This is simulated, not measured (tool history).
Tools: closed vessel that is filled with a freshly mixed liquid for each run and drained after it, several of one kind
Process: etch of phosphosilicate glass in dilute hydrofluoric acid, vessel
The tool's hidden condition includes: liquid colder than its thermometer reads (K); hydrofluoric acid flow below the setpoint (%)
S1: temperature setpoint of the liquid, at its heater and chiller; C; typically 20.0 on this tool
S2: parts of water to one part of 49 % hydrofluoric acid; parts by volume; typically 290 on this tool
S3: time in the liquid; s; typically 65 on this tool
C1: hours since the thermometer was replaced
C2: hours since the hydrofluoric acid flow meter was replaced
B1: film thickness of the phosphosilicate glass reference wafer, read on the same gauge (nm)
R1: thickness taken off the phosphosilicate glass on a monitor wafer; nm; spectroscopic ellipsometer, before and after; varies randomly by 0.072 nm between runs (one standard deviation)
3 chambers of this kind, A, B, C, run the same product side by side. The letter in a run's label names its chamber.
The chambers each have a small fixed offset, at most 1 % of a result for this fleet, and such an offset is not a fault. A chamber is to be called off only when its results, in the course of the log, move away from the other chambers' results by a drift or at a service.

run,hour,S1,S2,S3,C1,C2,B1,R1
1C,6.8,20.0,290,65,234.6,571.0,50.003,16.3710
2A,13.1,20.0,290,65,1805.3,769.5,49.998,16.4600
3B,23.1,20.0,290,65,404.1,1994.5,49.998,16.5500
4A,34.1,20.0,290,65,1826.3,790.5,50.009,16.5370
5B,45.5,20.0,290,65,426.5,2016.9,49.968,16.7760
6C,57.0,20.0,290,65,284.8,621.2,49.997,16.2810
7A,67.5,20.0,290,65,1859.7,823.9,50.012,16.5540
8C,78.2,20.0,290,65,306.0,642.4,49.970,16.3170
9B,84.4,20.0,290,65,465.4,2055.8,50.032,16.7390
10B,94.7,20.0,405,95,475.7,2066.1,49.974,15.8560
11A,103.3,20.0,405,95,1895.5,859.7,49.964,15.5270
12C,113.3,20.0,405,95,341.1,677.5,50.015,15.5720
13C,120.1,22.0,290,35,347.9,684.3,50.003,9.4599
14B,128.9,22.0,290,35,509.9,2100.3,49.973,9.7013
15A,134.7,22.0,290,35,1926.9,891.1,49.981,9.4366
16A,143.0,20.0,290,65,1935.2,899.4,49.972,16.3060
17B,151.2,20.0,165,65,532.2,2122.6,49.954,32.4340
18C,156.9,20.0,165,65,384.7,721.1,50.002,32.6900
19A,167.8,20.0,165,65,1960.0,924.2,49.972,32.5810
20B,173.0,20.0,290,65,554.0,2144.4,50.018,16.7810
# hour 178.1: chamber B: hydrofluoric acid flow meter replaced
21C,179.5,20.0,290,65,407.3,743.7,50.001,16.3950
22B,188.9,17.0,290,30,569.9,10.8,49.992,6.8358
23C,196.6,17.0,290,30,424.4,760.8,49.954,6.7589
24A,206.5,17.0,290,30,1998.7,962.9,50.012,6.6350
25B,215.7,20.0,290,65,596.7,37.6,50.006,16.6230
26A,224.9,20.0,290,65,2017.1,981.3,50.001,15.9690
27C,229.9,20.0,290,40,457.7,794.1,49.971,10.0710
28B,236.6,20.0,290,40,617.6,58.5,50.008,10.2890
29C,247.0,20.0,290,40,474.8,811.2,50.004,10.0690
30A,256.1,20.0,290,65,2048.3,1012.5,50.016,15.9380
31C,264.4,17.5,290,65,492.2,828.6,49.986,14.8980
32A,274.7,17.5,290,65,2066.9,1031.1,50.025,14.4150
33B,284.1,17.5,290,65,665.1,106.0,50.015,15.0920
34C,295.4,20.0,290,65,523.2,859.6,49.973,16.4310

Decide between three cases: one chamber stands off from its peers, the gauge reading all wafers drifts, or nothing is wrong past each chamber's small offset. Where a chamber is off, say which and what most likely put it there.

It is chamber A that slowly wanders off from its peers.
Cause: hydrofluoric acid flow below the setpoint (%) = 3.63.
With only this log, it may be confused with: liquid colder than its thermometer reads (K).

Which of the 4 candidates below, each the usual settings with something changed and its results left as question marks, puts chamber A back in line with what the other chambers give on the usual settings?
Maximum distance from the other chambers' mean on the usual settings for a result to count as in line: R1 0.2500 nm
35A-1,303.8,20.0,295,65,,,,?
35A-2,303.8,20.0,280,65,,,,?
35A-3,303.8,20.5,290,65,,,,?
35A-4,303.8,20.0,300,65,,,,?

Average result of the remaining chambers running the usual settings: R1 16.5020 nm
run,R1
35A-1,15.3940
35A-2,16.4570
35A-3,16.0250
35A-4,15.0650
It is 35A-2 that realigns the chamber with its peers.
